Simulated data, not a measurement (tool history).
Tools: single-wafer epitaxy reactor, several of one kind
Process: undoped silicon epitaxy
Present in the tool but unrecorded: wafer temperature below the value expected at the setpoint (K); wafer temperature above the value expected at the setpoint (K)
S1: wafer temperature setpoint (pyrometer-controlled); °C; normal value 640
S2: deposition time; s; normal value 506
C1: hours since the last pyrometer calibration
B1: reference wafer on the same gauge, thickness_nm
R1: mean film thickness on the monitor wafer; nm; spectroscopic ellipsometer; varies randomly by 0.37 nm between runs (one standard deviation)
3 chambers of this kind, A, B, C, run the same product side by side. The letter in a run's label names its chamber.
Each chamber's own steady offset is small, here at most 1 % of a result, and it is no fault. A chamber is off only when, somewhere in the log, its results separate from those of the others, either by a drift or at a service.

| run | hour | S1 | S2 | C1 | B1 | R1 |
|---|---|---|---|---|---|---|
| 1B | 13.0 | 640 | 506 | 986.8 | 58.301 | 67.245 |
| 2A | 25.1 | 640 | 506 | 780.6 | 58.395 | 67.937 |
| 3C | 34.9 | 640 | 506 | 876.6 | 58.316 | 67.219 |
| 4A | 41.8 | 640 | 506 | 797.3 | 58.389 | 68.055 |
| 5B | 53.5 | 640 | 506 | 1027.3 | 58.335 | 67.318 |
| 6C | 63.9 | 640 | 506 | 905.6 | 58.321 | 68.129 |
| 7B | 73.7 | 640 | 457 | 1047.5 | 58.276 | 61.579 |
| 8A | 85.5 | 640 | 457 | 841.0 | 58.308 | 61.712 |
| 9C | 97.9 | 640 | 457 | 939.6 | 58.299 | 61.323 |
| 10B | 104.7 | 640 | 506 | 1078.5 | 58.246 | 67.782 |
| 11C | 112.1 | 640 | 506 | 953.8 | 58.313 | 68.533 |
| 12A | 119.2 | 640 | 506 | 874.7 | 58.375 | 67.987 |
| 13C | 130.2 | 640 | 506 | 971.9 | 58.371 | 67.971 |
| 14A | 141.9 | 640 | 506 | 897.4 | 58.369 | 67.813 |
| 15B | 149.3 | 640 | 506 | 1123.1 | 58.321 | 67.499 |
| 16A | 160.4 | 640 | 506 | 915.9 | 58.189 | 67.805 |
| 17C | 169.7 | 640 | 506 | 1011.4 | 58.299 | 68.055 |
|  | 183.1 | chamber A: pyrometer calibrated |
| 18B | 183.6 | 628 | 506 | 1157.4 | 58.390 | 51.526 |
| 19C | 193.5 | 628 | 506 | 1035.2 | 58.307 | 53.049 |
| 20B | 204.1 | 628 | 506 | 1177.9 | 58.264 | 51.508 |
| 21A | 213.5 | 653 | 581 | 30.4 | 58.263 | 103.360 |
| 22B | 221.7 | 653 | 581 | 1195.5 | 58.327 | 103.740 |
| 23A | 230.2 | 653 | 581 | 47.1 | 58.288 | 104.760 |
| 24C | 243.6 | 649 | 598 | 1085.3 | 58.355 | 101.570 |
| 25C | 253.6 | 649 | 598 | 1095.3 | 58.344 | 100.680 |
| 26B | 260.8 | 649 | 598 | 1234.6 | 58.336 | 98.073 |
| 27A | 274.9 | 640 | 506 | 91.8 | 58.340 | 68.860 |

Does one chamber stand apart from the rest, does the shared gauge drift, or is all well apart from small per-chamber offsets? Give the chamber and the most likely cause, where there is one.

One chamber, C, drifts off from the rest bit by bit.
Most likely cause: wafer temperature above the value expected at the setpoint (K) = 2.05.

Chamber C could run next with any of the 4 candidate recipes listed below; each alters the usual settings, and their results appear as question marks. Which one brings its results back in line with what the other chambers deliver on the usual settings?
A result is in line if it is within this distance of the other chambers' mean on the usual settings: R1 1.300 nm
| 28C-1 | 285.6 | 640 | 461 |  |  | ? |
| 28C-2 | 285.6 | 640 | 527 |  |  | ? |
| 28C-3 | 285.6 | 640 | 551 |  |  | ? |
| 28C-4 | 285.6 | 640 | 485 |  |  | ? |

On the usual settings, the other chambers give on average: R1 68.073 nm
| run | R1 |
|---|---|
| 28C-1 | 64.799 |
| 28C-2 | 74.076 |
| 28C-3 | 77.449 |
| 28C-4 | 68.172 |
The answer is 28C-4, which returns the chamber to within the allowed miss of the others.

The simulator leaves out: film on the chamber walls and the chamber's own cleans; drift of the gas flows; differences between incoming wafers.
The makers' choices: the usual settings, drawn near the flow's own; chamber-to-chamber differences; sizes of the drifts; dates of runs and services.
